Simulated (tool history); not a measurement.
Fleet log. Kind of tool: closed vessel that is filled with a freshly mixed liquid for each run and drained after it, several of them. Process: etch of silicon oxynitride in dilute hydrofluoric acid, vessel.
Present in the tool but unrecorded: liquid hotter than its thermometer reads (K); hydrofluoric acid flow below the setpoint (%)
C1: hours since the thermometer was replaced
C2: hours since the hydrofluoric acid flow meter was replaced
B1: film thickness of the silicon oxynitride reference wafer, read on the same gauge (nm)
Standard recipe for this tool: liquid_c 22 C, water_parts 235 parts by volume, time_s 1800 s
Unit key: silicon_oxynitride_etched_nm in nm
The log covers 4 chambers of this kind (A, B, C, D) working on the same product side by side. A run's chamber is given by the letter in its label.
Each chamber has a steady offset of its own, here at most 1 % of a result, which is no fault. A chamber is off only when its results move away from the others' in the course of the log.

run 1A day=0.379 | liquid_c=22 water_parts=235 time_s=1800 | C1=1793.9 C2=158.4 | B1=69.965 | silicon_oxynitride_etched_nm=9.9541
run 2B day=0.896 | liquid_c=22 water_parts=235 time_s=1800 | C1=989.5 C2=461.7 | B1=69.975 | silicon_oxynitride_etched_nm=10.028
run 3C day=1.183 | liquid_c=22 water_parts=235 time_s=1800 | C1=781 C2=1144.2 | B1=69.978 | silicon_oxynitride_etched_nm=10.033
run 4D day=1.642 | liquid_c=22 water_parts=235 time_s=1800 | C1=941.9 C2=216.1 | B1=70.023 | silicon_oxynitride_etched_nm=9.8642
run 5D day=2.25 | liquid_c=22 water_parts=340 time_s=2590 | C1=956.5 C2=230.7 | B1=69.957 | silicon_oxynitride_etched_nm=9.2494
run 6B day=2.521 | liquid_c=22 water_parts=340 time_s=2590 | C1=1028.5 C2=500.7 | B1=70.007 | silicon_oxynitride_etched_nm=9.2709
run 7C day=3.075 | liquid_c=22 water_parts=340 time_s=2590 | C1=826.4 C2=1189.6 | B1=70.009 | silicon_oxynitride_etched_nm=9.1549
run 8A day=3.55 | liquid_c=22 water_parts=340 time_s=2590 | C1=1870 C2=234.5 | B1=69.997 | silicon_oxynitride_etched_nm=9.1915
run 9D day=4.121 | liquid_c=22 water_parts=235 time_s=1800 | C1=1001.4 C2=275.6 | B1=70.001 | silicon_oxynitride_etched_nm=9.9721
run 10A day=4.65 | liquid_c=22 water_parts=235 time_s=1800 | C1=1896.4 C2=260.9 | B1=69.987 | silicon_oxynitride_etched_nm=9.9652
run 11B day=5.275 | liquid_c=22 water_parts=235 time_s=1800 | C1=1094.6 C2=566.8 | B1=69.99 | silicon_oxynitride_etched_nm=9.8414
run 12C day=5.729 | liquid_c=22 water_parts=310 time_s=1800 | C1=890.1 C2=1253.3 | B1=69.991 | silicon_oxynitride_etched_nm=7.1527
run 13D day=6.058 | liquid_c=22 water_parts=310 time_s=1800 | C1=1047.9 C2=322.1 | B1=69.978 | silicon_oxynitride_etched_nm=7.2092
run 14A day=6.5 | liquid_c=22 water_parts=310 time_s=1800 | C1=1940.8 C2=305.3 | B1=70.002 | silicon_oxynitride_etched_nm=7.198
run 15B day=6.812 | liquid_c=22 water_parts=310 time_s=1800 | C1=1131.5 C2=603.7 | B1=70.013 | silicon_oxynitride_etched_nm=7.2049
run 16C day=7.254 | liquid_c=22 water_parts=235 time_s=1800 | C1=926.7 C2=1289.9 | B1=69.969 | silicon_oxynitride_etched_nm=9.8269
run 17A day=7.638 | liquid_c=22 water_parts=235 time_s=2710 | C1=1968.1 C2=332.6 | B1=69.979 | silicon_oxynitride_etched_nm=14.952
run 18C day=8.133 | liquid_c=22 water_parts=235 time_s=2710 | C1=947.8 C2=1311 | B1=69.97 | silicon_oxynitride_etched_nm=14.933
run 19D day=8.546 | liquid_c=22 water_parts=235 time_s=2710 | C1=1107.6 C2=381.8 | B1=69.986 | silicon_oxynitride_etched_nm=15.06
run 20B day=9.1 | liquid_c=22 water_parts=235 time_s=2710 | C1=1186.4 C2=658.6 | B1=70.017 | silicon_oxynitride_etched_nm=15.299
run 21A day=9.679 | liquid_c=22 water_parts=235 time_s=1800 | C1=2017.1 C2=381.6 | B1=69.997 | silicon_oxynitride_etched_nm=9.8409
run 22B day=10.283 | liquid_c=22 water_parts=180 time_s=1800 | C1=1214.8 C2=687 | B1=70.001 | silicon_oxynitride_etched_nm=13.828
-- day=10.746 chamber A: thermometer replaced
run 23C day=10.75 | liquid_c=22 water_parts=180 time_s=1800 | C1=1010.6 C2=1373.8 | B1=70.002 | silicon_oxynitride_etched_nm=13.361
run 24D day=11.362 | liquid_c=22 water_parts=180 time_s=1800 | C1=1175.2 C2=449.4 | B1=70.002 | silicon_oxynitride_etched_nm=13.464
run 25D day=11.812 | liquid_c=22 water_parts=180 time_s=1800 | C1=1186 C2=460.2 | B1=69.992 | silicon_oxynitride_etched_nm=13.412
run 26A day=12.392 | liquid_c=22 water_parts=235 time_s=1800 | C1=39.5 C2=446.7 | B1=70.001 | silicon_oxynitride_etched_nm=9.8535
run 27C day=12.804 | liquid_c=22 water_parts=235 time_s=1800 | C1=1059.9 C2=1423.1 | B1=70.026 | silicon_oxynitride_etched_nm=9.944
run 28B day=13.088 | liquid_c=22 water_parts=235 time_s=1800 | C1=1282.1 C2=754.3 | B1=70.02 | silicon_oxynitride_etched_nm=10.363
run 29B day=13.646 | liquid_c=22 water_parts=235 time_s=1800 | C1=1295.5 C2=767.7 | B1=70.01 | silicon_oxynitride_etched_nm=10.463
run 30D day=14.038 | liquid_c=26.5 water_parts=235 time_s=1800 | C1=1239.4 C2=513.6 | B1=70.02 | silicon_oxynitride_etched_nm=12.159
run 31C day=14.321 | liquid_c=26.5 water_parts=235 time_s=1800 | C1=1096.3 C2=1459.5 | B1=70.007 | silicon_oxynitride_etched_nm=12.144
run 32A day=14.675 | liquid_c=26.5 water_parts=235 time_s=1800 | C1=94.3 C2=501.5 | B1=69.973 | silicon_oxynitride_etched_nm=11.995
run 33D day=15.3 | liquid_c=26.5 water_parts=235 time_s=1800 | C1=1269.7 C2=543.9 | B1=70.01 | silicon_oxynitride_etched_nm=12.035
run 34C day=15.738 | liquid_c=22 water_parts=235 time_s=2135 | C1=1130.3 C2=1493.5 | B1=69.999 | silicon_oxynitride_etched_nm=11.813
run 35B day=16.271 | liquid_c=22 water_parts=235 time_s=2135 | C1=1358.5 C2=830.7 | B1=70.007 | silicon_oxynitride_etched_nm=12.53

All chambers now run identical settings, listed one chamber a line with results as question marks. What results will each chamber show?
run 36A day=16.721 | liquid_c=22 water_parts=190 time_s=1800 | silicon_oxynitride_etched_nm=?
run 36B day=16.721 | liquid_c=22 water_parts=190 time_s=1800 | silicon_oxynitride_etched_nm=?
run 36C day=16.721 | liquid_c=22 water_parts=190 time_s=1800 | silicon_oxynitride_etched_nm=?
run 36D day=16.721 | liquid_c=22 water_parts=190 time_s=1800 | silicon_oxynitride_etched_nm=?

run=36A silicon_oxynitride_etched_nm=12.521
run=36B silicon_oxynitride_etched_nm=13.526
run=36C silicon_oxynitride_etched_nm=12.561
run=36D silicon_oxynitride_etched_nm=12.636
